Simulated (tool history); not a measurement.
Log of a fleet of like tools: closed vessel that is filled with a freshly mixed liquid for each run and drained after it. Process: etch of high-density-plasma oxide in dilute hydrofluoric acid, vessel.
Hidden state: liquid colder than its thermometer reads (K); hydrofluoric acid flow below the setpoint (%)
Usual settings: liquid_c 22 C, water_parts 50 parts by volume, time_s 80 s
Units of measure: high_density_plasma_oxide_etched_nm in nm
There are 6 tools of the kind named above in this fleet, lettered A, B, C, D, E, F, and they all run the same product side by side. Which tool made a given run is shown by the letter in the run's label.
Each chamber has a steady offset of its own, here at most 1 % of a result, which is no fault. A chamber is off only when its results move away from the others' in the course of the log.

run	hour	liquid_c	water_parts	time_s	hours since the thermometer was replaced	hours since the hydrofluoric acid flow meter was replaced	read-back film thickness of the high-density-plasma oxide reference wafer, read on the same gauge (nm)	high_density_plasma_oxide_etched_nm
1F	4.9	22	50	80	721.1	709.3	79.994	10.46
2D	11.6	22	50	80	307.9	476	80.009	10.552
3C	15.9	22	50	80	1435.7	314.9	80.031	10.665
4B	21.6	22	50	80	1185.7	579.3	80.028	10.744
5A	28.4	22	50	80	2231.1	511.1	80	10.63
6E	34.8	22	50	80	754	371.1	79.991	10.742
7C	38.2	22	50	80	1458	337.2	80.023	10.651
8A	44.7	18.5	50	80	2247.4	527.4	79.995	9.2603
9E	49.9	18.5	50	80	769.1	386.2	80.012	9.1443
10F	53.2	18.5	50	80	769.4	757.6	79.963	9.1236
11D	59.6	18.5	50	80	355.9	524	79.993	9.2001
12B	62.9	18.5	50	80	1227	620.6	80.006	9.3305
13A	68.3	18.5	50	80	2271	551	79.987	9.2099
14E	72.6	22	50	80	791.8	408.9	80.001	10.681
15D	79.4	22	50	80	375.7	543.8	79.993	10.811
16C	83.1	22	50	80	1502.9	382.1	80.002	10.577
17B	87	22	50	80	1251.1	644.7	80.039	10.703
18F	93.5	22	50	80	809.7	797.9	79.992	10.675
19F	100.5	22	50	80	816.7	804.9	80.01	10.627
20E	107.4	18	50	80	826.6	443.7	79.995	9.0074
21C	113.5	18	50	80	1533.3	412.5	80.001	9.1321
22D	119.6	18	50	80	415.9	584	79.973	8.7088
23B	123.3	18	50	80	1287.4	681	80.017	9.1352
24A	128.7	18	50	80	2331.4	611.4	79.982	8.9474
25C	132	18	50	80	1551.8	431	79.978	9.031
26E	135.4	22	50	80	854.6	471.7	80.012	10.585
# hour 136.3: chamber F: thermometer replaced
27A	140.6	22	50	80	2343.3	623.3	80.015	10.584
28D	145.5	22	50	80	441.8	609.9	80	10.132
29F	150.4	22	50	80	14.2	854.8	80.007	10.629
30B	154.3	22	50	80	1318.4	712	80.007	10.692
31D	158.5	22	50	80	454.8	622.9	80.003	10.112
32A	165	22	50	80	2367.7	647.7	80.002	10.614
33E	168.6	22	50	80	887.8	504.9	80.03	10.796
34F	171.7	22	50	80	35.5	876.1	79.985	10.717
# hour 174.3: chamber B: thermometer replaced
35C	175.6	20	50	35	1595.4	474.6	79.993	4.2825
36B	181.6	20	50	35	7.3	739.3	79.978	4.3135
37D	187.8	20	50	35	484.1	652.2	80.021	3.944
38F	193.7	20	50	35	57.5	898.1	79.987	4.2885
39A	200.9	20	50	35	2403.6	683.6	79.959	4.3053

Each of the 6 chambers runs these same settings next. Fill in every chamber's results:
40A	206	26.5	50	80				?
40B	206	26.5	50	80				?
40C	206	26.5	50	80				?
40D	206	26.5	50	80				?
40E	206	26.5	50	80				?
40F	206	26.5	50	80				?

run	high_density_plasma_oxide_etched_nm
40A	12.912
40B	12.836
40C	13.005
40D	11.668
40E	12.725
40F	12.88
